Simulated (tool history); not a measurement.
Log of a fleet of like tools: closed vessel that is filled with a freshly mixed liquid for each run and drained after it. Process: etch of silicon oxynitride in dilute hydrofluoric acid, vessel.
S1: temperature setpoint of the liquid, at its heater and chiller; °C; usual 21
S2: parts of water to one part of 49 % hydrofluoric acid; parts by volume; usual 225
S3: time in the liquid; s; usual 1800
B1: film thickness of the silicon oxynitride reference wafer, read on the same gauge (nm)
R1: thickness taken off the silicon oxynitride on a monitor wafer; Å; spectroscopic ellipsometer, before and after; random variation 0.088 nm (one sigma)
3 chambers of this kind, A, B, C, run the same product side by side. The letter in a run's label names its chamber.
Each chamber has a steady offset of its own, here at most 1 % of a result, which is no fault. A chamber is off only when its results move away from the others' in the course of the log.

run	hour	S1	S2	S3	B1	R1
1B	5.4	21	225	1800	79.971	92.614
2C	8.5	21	225	1800	80.016	90.548
3A	14.1	21	225	1800	80.02	91.634
4A	20.2	21	225	1800	80.034	91.682
5B	26.5	21	225	1800	79.957	90.121
6C	31.1	21	225	1800	80.052	92.925
7A	34.2	21	225	1800	79.999	92.266
8C	41.1	21	225	1800	80.007	91.973
9B	47.9	21	225	1800	79.969	91.116
10A	53.5	21	225	1800	79.97	91.153
11B	57.9	21	225	1800	80.028	90.276
12C	61.6	21	225	1800	80.022	90.833
13A	66.1	21	225	1800	79.984	91.293
14B	72	18.5	225	1800	80.001	80.185
15C	78.2	18.5	225	1800	80.019	82.801
16B	84.1	18.5	225	1800	79.981	79.319
17A	89.4	21	225	1800	80.017	92.642
18C	95.1	21	225	1800	80.025	90.206
19B	100	21	225	1800	79.997	89.806
20C	105.3	21	225	1800	80.035	91.972
21A	111	21	225	1800	79.987	92.063
22A	114.6	21	225	1800	80.019	93.307
23C	118.2	21	225	1800	80.028	93.66
24B	122.6	21	225	1800	79.994	87.382
25B	126.5	21	225	1800	80.007	86.534
26C	130	21	225	1800	79.992	90.378
27A	136.1	21	225	1800	80.041	91.541
28B	143	21	225	1800	80.024	85.995
29C	149	21	225	1800	79.943	92.22
30A	152.9	21	225	1800	79.992	91.993
31B	159.4	23.5	225	910	80.009	47.859
32C	164.9	23.5	225	910	80.031	51.661
33A	168.3	23.5	225	910	79.987	51.229
34B	171.5	21	225	1800	79.976	84.794
35A	175.8	21	225	1800	79.988	90.168
36C	180.3	21	225	1800	80.01	91.932
37A	184.6	21	225	1000	79.961	50.664
38B	187.7	21	225	1000	80.02	46.076
39C	192.3	21	225	1000	79.982	50.907
40A	196.5	21	225	1800	80.006	90.704
41B	200.4	21	225	1800	79.982	83.313
42C	206.1	21	225	1800	79.984	91.63

All 3 chambers run these settings next. Forecast each chamber's results:
43A	211.1	21	225	1800		?
43B	211.1	21	225	1800		?
43C	211.1	21	225	1800		?

run	R1
43A	91.751
43B	80.985
43C	91.686
